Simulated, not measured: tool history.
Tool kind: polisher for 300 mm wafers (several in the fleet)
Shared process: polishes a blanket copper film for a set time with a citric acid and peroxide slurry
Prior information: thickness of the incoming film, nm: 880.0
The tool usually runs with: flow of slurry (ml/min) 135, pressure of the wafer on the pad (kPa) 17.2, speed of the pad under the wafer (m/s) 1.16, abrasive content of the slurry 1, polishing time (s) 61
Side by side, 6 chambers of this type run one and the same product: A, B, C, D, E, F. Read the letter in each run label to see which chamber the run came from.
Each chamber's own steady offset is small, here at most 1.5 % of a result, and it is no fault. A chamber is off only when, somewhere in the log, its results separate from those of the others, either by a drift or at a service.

run	hour	flow of slurry (ml/min)	pressure of the wafer on the pad (kPa)	speed of the pad under the wafer (m/s)	abrasive content of the slurry	polishing time (s)	film removed (nm)
# hour 0.5: chamber C: worn pad replaced by a new one
1A	12.6	135	17.2	1.16	1	61	125.08
2C	19.9	135	17.2	1.16	1	61	122.35
# hour 20.7: chamber E: worn pad replaced by a new one
3E	30.0	135	17.2	1.16	1	61	123.46
4B	40.9	135	17.2	1.16	1	61	128.31
# hour 43.6: chamber F: worn pad replaced by a new one
# hour 55.1: chamber A: worn pad replaced by a new one
5F	55.2	135	17.2	1.16	1	61	129.83
# hour 59.7: chamber F: slurry blender recalibrated
6D	64.0	135	17.2	1.16	1	61	130.66
# hour 69.3: chamber E: slurry blender recalibrated
7E	71.2	135	17.2	1.16	1	61	128.54
8C	81.6	135	17.2	1.16	1	61	126.20
9B	94.8	135	17.2	1.16	1	61	125.46
# hour 104.0: chamber B: worn pad replaced by a new one
# hour 105.5: chamber D: worn pad replaced by a new one
10F	108.1	135	17.2	1.16	1	61	131.73
# hour 109.9: chamber B: slurry nozzle cleaned
11A	115.5	135	17.2	1.16	1	61	125.69
# hour 124.2: chamber E: worn pad replaced by a new one
# hour 129.2: chamber C: worn pad replaced by a new one
12D	129.5	135	17.2	1.16	1	61	129.79
13B	143.7	95	17.2	1.38	1	61	137.50
# hour 146.4: chamber D: head pressure recalibrated
# hour 149.0: chamber A: slurry nozzle cleaned
14C	158.4	95	17.2	1.38	1	61	136.99
15D	173.6	95	17.2	1.38	1	61	136.64
# hour 177.2: chamber F: head pressure recalibrated
16A	186.7	95	17.2	1.38	1	61	141.99
17F	202.0	95	17.2	1.38	1	61	142.85
# hour 208.8: chamber A: worn pad replaced by a new one
18E	210.0	95	17.2	1.38	1	61	136.46
# hour 222.3: chamber D: slurry nozzle cleaned
# hour 222.5: chamber F: slurry blender recalibrated
19C	226.5	135	17.2	1.16	1	61	123.47
# hour 230.9: chamber F: worn pad replaced by a new one
20A	234.8	135	17.2	1.16	1	61	127.16
# hour 236.9: chamber B: worn pad replaced by a new one
# hour 243.5: chamber D: worn pad replaced by a new one
# hour 244.0: chamber E: worn pad replaced by a new one
21D	247.9	135	17.2	1.16	1	61	127.54
# hour 253.2: chamber A: slurry blender recalibrated
# hour 255.9: chamber D: slurry blender recalibrated
# hour 263.7: chamber C: slurry nozzle cleaned
22E	263.9	135	17.2	1.16	1	61	126.69
# hour 269.4: chamber C: worn pad replaced by a new one
23B	275.6	135	17.2	1.16	1	61	124.97
24F	283.7	135	20.0	1.46	1	61	184.69
# hour 286.2: chamber C: slurry blender recalibrated
25F	299.5	135	20.0	1.46	1	61	186.11
# hour 306.9: chamber B: head pressure recalibrated
26B	308.5	135	20.0	1.46	1	61	179.74
27A	322.7	135	20.0	1.46	1	61	182.63
28D	335.6	135	20.0	1.46	1	61	181.10
# hour 339.1: chamber E: worn pad replaced by a new one
29C	346.9	135	20.0	1.46	1	61	179.04
30E	361.9	135	17.2	1.16	1	61	125.74
# hour 366.5: chamber B: worn pad replaced by a new one
# hour 371.5: chamber F: slurry blender recalibrated
31F	376.0	135	17.2	1.16	1	61	130.17
# hour 382.9: chamber E: slurry blender recalibrated
32B	390.8	135	17.2	1.16	1	61	123.12
# hour 393.3: chamber A: worn pad replaced by a new one
33E	399.0	135	17.2	1.16	1	61	128.40
# hour 405.1: chamber D: worn pad replaced by a new one
34C	407.2	135	17.2	1.16	1	61	128.13
# hour 407.4: chamber C: worn pad replaced by a new one
# hour 407.5: chamber F: worn pad replaced by a new one
35A	420.8	135	17.2	1.16	1	61	128.88
# hour 430.5: chamber E: worn pad replaced by a new one
36D	432.2	135	17.2	1.16	1	61	125.79
37F	448.2	135	17.2	1.16	1	61	129.61
38D	461.2	135	17.2	1.16	1	61	125.92
# hour 469.5: chamber A: slurry nozzle cleaned
39A	476.7	135	17.2	1.16	1	61	125.82
# hour 487.4: chamber B: worn pad replaced by a new one
40B	488.1	135	17.2	1.16	1	61	120.41
41E	504.1	135	17.2	1.16	1	61	128.28
42C	516.0	135	17.2	1.16	1	61	126.29
43A	523.8	135	17.2	1.16	1	61	125.64

Is one chamber out of step, is the gauge drifting, or do the chambers differ by no more than their own small offsets? For an off chamber, give its letter and the likeliest cause.

Little by little, chamber B moves away from the other chambers.
Most likely cause: abrasive missing from the slurry, % = 33.8.
The log may not separate it from: slurry flow missing at the pad, %.

Below are 4 candidate recipes for chamber B's next run, each the usual settings with a change, their results shown as question marks. Which of them brings B's results back in line with what the other chambers give on the usual settings?
Counts as in line when no further than this from what the other chambers average on the usual settings: film removed (nm) 5.40
44B-1	535.7	135	16.5	1.12	1	61	?
44B-2	535.7	135	17.2	1.34	1	61	?
44B-3	535.7	135	17.2	1.16	1	53	?
44B-4	535.7	135	17.9	1.20	1	61	?

The other chambers' mean on the usual settings: film removed (nm) 126.73
run	film removed (nm)
44B-1	109.42
44B-2	135.59
44B-3	102.37
44B-4	126.55
The right change is 44B-4: it brings the chamber back within the allowed miss of the others.
